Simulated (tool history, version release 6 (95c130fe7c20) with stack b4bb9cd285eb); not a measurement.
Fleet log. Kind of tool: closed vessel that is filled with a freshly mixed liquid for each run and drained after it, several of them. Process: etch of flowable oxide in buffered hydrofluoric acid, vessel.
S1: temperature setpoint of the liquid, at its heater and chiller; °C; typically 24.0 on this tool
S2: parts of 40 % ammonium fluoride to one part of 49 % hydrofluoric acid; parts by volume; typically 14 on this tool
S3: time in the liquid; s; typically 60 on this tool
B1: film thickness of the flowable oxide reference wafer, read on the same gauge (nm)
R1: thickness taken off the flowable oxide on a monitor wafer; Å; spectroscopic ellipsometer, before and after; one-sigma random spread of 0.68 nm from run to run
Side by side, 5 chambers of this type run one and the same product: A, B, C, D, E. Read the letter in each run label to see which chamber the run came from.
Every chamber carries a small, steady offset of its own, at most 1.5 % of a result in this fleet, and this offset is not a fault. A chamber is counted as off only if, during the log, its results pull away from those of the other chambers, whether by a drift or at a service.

run	hour	S1	S2	S3	B1	R1
1E	8.2	24.0	14	60	109.96	772.74
2A	19.8	24.0	14	60	109.98	780.80
3C	32.5	24.0	14	60	109.97	788.80
4B	39.9	24.0	14	60	110.00	793.50
5D	46.4	24.0	14	60	110.01	759.56
6A	57.6	21.0	14	60	109.98	655.37
7B	65.3	21.0	14	60	110.01	658.23
8C	78.4	21.0	14	60	110.01	655.82
9D	86.1	21.0	14	60	110.00	632.99
10E	93.7	21.0	14	60	110.01	659.59
11A	102.7	24.0	14	60	110.03	782.91
12C	115.7	24.0	14	60	109.98	775.73
# hour 120.2: chamber C: thermometer replaced
13E	126.9	24.0	14	60	110.00	787.68
14D	132.8	24.0	14	60	110.00	735.02
15B	144.2	24.0	14	50	110.03	659.56
16D	153.4	24.0	14	50	110.01	624.06
17A	162.2	24.0	14	50	110.00	647.45
18C	170.2	24.0	14	50	110.01	642.95
19B	176.4	24.0	14	50	110.03	650.92
20E	184.4	28.5	18	60	109.98	770.14
21A	190.3	28.5	18	60	110.01	764.03
22E	200.8	28.5	18	60	109.98	778.07
23B	207.4	28.5	18	60	110.01	775.15
24D	214.9	28.5	18	60	110.04	725.56
25C	225.4	24.0	14	60	109.99	789.34
26E	231.6	24.0	14	60	109.99	780.56
27B	241.8	24.0	14	60	110.01	781.60
28D	254.8	24.0	14	60	109.99	714.88
29C	262.6	24.0	14	60	109.99	786.35
30A	270.0	24.0	14	60	109.99	762.65

Has any chamber moved away from the others, gradually or after a service, or does the common gauge drift, or do the chambers differ only by their own small steady offsets? State the chamber and the most likely cause if one applies.

It is chamber D that slowly wanders off from its peers.
Most likely cause: liquid colder than its thermometer reads (K) = 1.1.
With only this log, it may be confused with: hydrofluoric acid flow below the setpoint (%).

Which of the 4 candidates below, each the usual settings with something changed and its results left as question marks, puts chamber D back in line with what the other chambers give on the usual settings?
A result is in line if it is within this distance of the other chambers' mean on the usual settings: R1 24.00 Å
31D-1	279.8	24.0	14.0	55		?
31D-2	279.8	23.5	14.5	55		?
31D-3	279.8	24.0	14.0	70		?
31D-4	279.8	24.0	14.0	65		?

Average result of the remaining chambers running the usual settings: R1 777.61 Å
run	R1
31D-1	661.98
31D-2	622.52
31D-3	842.52
31D-4	782.34
Change 31D-4 lands the chamber within the allowed miss of the other chambers.
